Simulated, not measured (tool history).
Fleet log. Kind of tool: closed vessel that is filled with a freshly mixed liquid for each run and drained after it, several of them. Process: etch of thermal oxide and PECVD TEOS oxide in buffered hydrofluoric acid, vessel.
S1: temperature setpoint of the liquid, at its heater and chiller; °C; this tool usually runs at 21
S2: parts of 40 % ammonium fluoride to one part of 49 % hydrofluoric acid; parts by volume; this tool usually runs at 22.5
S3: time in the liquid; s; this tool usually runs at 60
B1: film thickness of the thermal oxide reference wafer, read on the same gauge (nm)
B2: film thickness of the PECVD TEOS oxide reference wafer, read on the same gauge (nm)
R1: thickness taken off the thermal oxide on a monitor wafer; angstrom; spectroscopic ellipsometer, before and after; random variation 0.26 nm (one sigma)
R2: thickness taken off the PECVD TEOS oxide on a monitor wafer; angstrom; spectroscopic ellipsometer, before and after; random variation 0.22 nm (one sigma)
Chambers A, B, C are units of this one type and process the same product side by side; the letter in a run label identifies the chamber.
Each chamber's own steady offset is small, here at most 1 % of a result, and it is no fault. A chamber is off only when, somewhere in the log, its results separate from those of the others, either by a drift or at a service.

Run 1C, day 0.321: usual settings; B1 129.98; B2 150.02. Result: R1 256.09 angstrom, R2 392.23 angstrom.
Run 2B, day 0.646: usual settings; B1 130.01; B2 150.02. Result: R1 258.81 angstrom, R2 394.54 angstrom.
Run 3A, day 0.925: usual settings; B1 129.98; B2 149.96. Result: R1 257.96 angstrom, R2 394.16 angstrom.
Run 4A, day 1.125: usual settings; B1 130.01; B2 150.01. Result: R1 260.43 angstrom, R2 392.87 angstrom.
Run 5B, day 1.321: usual settings; B1 129.98; B2 150.01. Result: R1 260.78 angstrom, R2 397.5 angstrom.
Run 6C, day 1.579: usual settings; B1 130.01; B2 149.99. Result: R1 260.67 angstrom, R2 392 angstrom.
Run 7C, day 1.808: usual settings; B1 130.02; B2 149.99. Result: R1 259.95 angstrom, R2 393.38 angstrom.
Run 8A, day 2.058: usual settings; B1 129.98; B2 149.96. Result: R1 258.98 angstrom, R2 395.49 angstrom.
Run 9B, day 2.346: usual settings; B1 130; B2 149.99. Result: R1 260.29 angstrom, R2 393.57 angstrom.
Run 10A, day 2.646: usual settings; B1 129.97; B2 150.02. Result: R1 264.61 angstrom, R2 392.51 angstrom.
Run 11C, day 2.829: usual settings; B1 130.01; B2 150. Result: R1 254.85 angstrom, R2 391.13 angstrom.
Run 12B, day 3.125: usual settings but S1 19 °C; B1 129.99; B2 150.01. Result: R1 233.55 angstrom, R2 352.2 angstrom.
Run 13C, day 3.421: usual settings but S1 19 °C; B1 129.99; B2 150.04. Result: R1 229.98 angstrom, R2 351.74 angstrom.
Run 14A, day 3.608: usual settings but S1 19 °C; B1 130; B2 150.05. Result: R1 231.94 angstrom, R2 355.97 angstrom.
Run 15B, day 3.842: usual settings; B1 130.02; B2 149.99. Result: R1 260.57 angstrom, R2 393.64 angstrom.
Run 16C, day 4.071: usual settings; B1 130.02; B2 150.01. Result: R1 255.68 angstrom, R2 388.93 angstrom.
Run 17B, day 4.317: usual settings; B1 130.02; B2 150.06. Result: R1 265.79 angstrom, R2 393.19 angstrom.
Run 18A, day 4.479: usual settings; B1 130.02; B2 150.01. Result: R1 262.75 angstrom, R2 388.08 angstrom.
Run 19C, day 4.692: usual settings but S1 24.5 °C, S3 75 s; B1 129.99; B2 149.99. Result: R1 387.13 angstrom, R2 589.41 angstrom.
Run 20B, day 4.9: usual settings but S1 24.5 °C, S3 75 s; B1 130.01; B2 149.98. Result: R1 395.48 angstrom, R2 600.14 angstrom.
Run 21A, day 5.225: usual settings but S1 24.5 °C, S3 75 s; B1 130.01; B2 150.02. Result: R1 400.1 angstrom, R2 598.85 angstrom.
Run 22B, day 5.525: usual settings; B1 130; B2 150.02. Result: R1 264.89 angstrom, R2 394.39 angstrom.
Run 23A, day 5.733: usual settings; B1 130; B2 150. Result: R1 259.88 angstrom, R2 391.64 angstrom.
Run 24C, day 6.038: usual settings; B1 129.99; B2 149.97. Result: R1 262.1 angstrom, R2 392.53 angstrom.

Which is it: a chamber that has drifted or been left off by a service, a gauge drift common to all chambers, or only each chamber's usual small offset? If a chamber is off, name it and its likeliest cause.

Neither any chamber nor the gauge drifts; the chambers differ only by their own small, steady offsets.
